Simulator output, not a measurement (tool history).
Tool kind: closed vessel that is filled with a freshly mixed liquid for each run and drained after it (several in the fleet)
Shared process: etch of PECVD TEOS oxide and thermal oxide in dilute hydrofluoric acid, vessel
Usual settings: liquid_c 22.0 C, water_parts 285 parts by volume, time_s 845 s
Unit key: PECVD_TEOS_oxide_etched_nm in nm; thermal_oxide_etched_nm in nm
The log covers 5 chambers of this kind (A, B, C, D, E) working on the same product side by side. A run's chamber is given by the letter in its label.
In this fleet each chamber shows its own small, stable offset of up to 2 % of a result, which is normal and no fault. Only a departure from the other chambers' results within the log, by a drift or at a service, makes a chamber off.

run,hour,liquid_c,water_parts,time_s,"read-back film thickness of the PECVD TEOS oxide reference wafer, read on the same gauge (nm)","read-back film thickness of the thermal oxide reference wafer, read on the same gauge (nm)",PECVD_TEOS_oxide_etched_nm,thermal_oxide_etched_nm
1C,8.0,22.0,285,845,69.996,110.01,38.882,11.4380
2B,16.2,22.0,285,845,70.001,109.98,40.297,11.4910
3D,22.5,22.0,285,845,69.969,110.02,38.695,11.6090
4A,30.2,22.0,285,845,69.987,110.03,39.236,11.4430
5E,35.7,22.0,285,845,70.014,109.98,39.930,11.6420
6C,43.6,22.0,285,845,70.004,109.98,38.887,11.3790
7B,51.6,19.0,285,845,70.013,109.98,36.109,10.2560
8E,57.3,19.0,285,845,70.010,109.99,36.286,10.5150
9A,66.9,19.0,285,845,69.997,109.98,34.882,10.2390
10D,76.7,19.0,285,845,69.982,109.98,35.312,10.2690
11E,84.5,19.0,285,845,69.976,110.00,35.662,10.4220
12A,92.7,22.0,285,845,70.000,110.01,39.148,11.4470
13B,99.0,22.0,285,845,69.986,109.99,40.575,11.4890
14D,108.9,22.0,285,845,70.020,109.99,39.385,11.7340
15C,114.5,22.0,285,845,70.002,109.99,38.747,11.4360
16C,119.6,25.5,285,685,70.018,109.97,35.847,10.4920
17B,124.3,25.5,285,685,69.998,110.02,36.485,10.5440
# hour 124.8: chamber E: thermometer replaced
18E,131.7,25.5,285,685,69.984,109.98,35.849,10.5590
19D,138.1,25.5,285,685,70.012,110.01,37.310,10.8120
20A,144.0,25.5,285,685,70.024,109.98,35.728,10.4990
21E,149.0,22.0,285,845,69.993,109.99,39.518,11.4990
22D,155.5,22.0,400,670,69.992,109.98,20.549,6.0245
23B,163.6,22.0,400,670,69.984,109.97,20.434,5.8096
24A,170.7,22.0,400,670,70.008,110.03,19.986,5.7803
# hour 171.4: chamber C: hydrofluoric acid flow meter replaced
25C,178.6,22.0,400,670,69.955,109.97,19.571,5.8230
26D,188.8,22.0,400,670,70.018,110.03,20.462,6.1079
27A,196.1,22.0,285,845,70.026,109.98,38.865,11.4930
# hour 201.3: chamber E: hydrofluoric acid flow meter replaced
28C,202.5,22.0,285,845,70.011,109.98,39.026,11.4870
29E,210.3,18.0,240,845,69.994,110.02,42.697,12.2650
30B,218.3,18.0,240,845,70.008,110.00,42.554,12.2110
31C,226.8,18.0,240,845,70.000,110.02,42.047,12.3670
32E,234.7,18.0,240,845,70.010,110.02,42.026,12.2000
33B,240.2,18.0,240,845,69.983,110.00,41.978,12.1490
# hour 243.9: chamber A: thermometer replaced
34A,249.7,22.0,285,845,70.003,110.02,39.509,11.3840
35D,254.7,22.0,285,845,69.994,109.95,41.565,12.2200
36A,264.8,22.0,285,845,70.030,109.99,38.187,11.3790
37E,271.5,22.0,285,845,69.977,110.00,39.791,11.5240
38C,278.6,22.0,285,845,70.005,110.02,38.943,11.5140
39B,287.3,22.0,285,845,69.993,110.03,40.133,11.4770

Predict what each chamber gives when all 5 of them run the settings below next.
40A,294.6,22.0,285,845,,,?,?
40B,294.6,22.0,285,845,,,?,?
40C,294.6,22.0,285,845,,,?,?
40D,294.6,22.0,285,845,,,?,?
40E,294.6,22.0,285,845,,,?,?

run,PECVD_TEOS_oxide_etched_nm,thermal_oxide_etched_nm
40A,39.544,11.4160
40B,40.351,11.3900
40C,39.371,11.4310
40D,41.540,12.3370
40E,39.699,11.5300

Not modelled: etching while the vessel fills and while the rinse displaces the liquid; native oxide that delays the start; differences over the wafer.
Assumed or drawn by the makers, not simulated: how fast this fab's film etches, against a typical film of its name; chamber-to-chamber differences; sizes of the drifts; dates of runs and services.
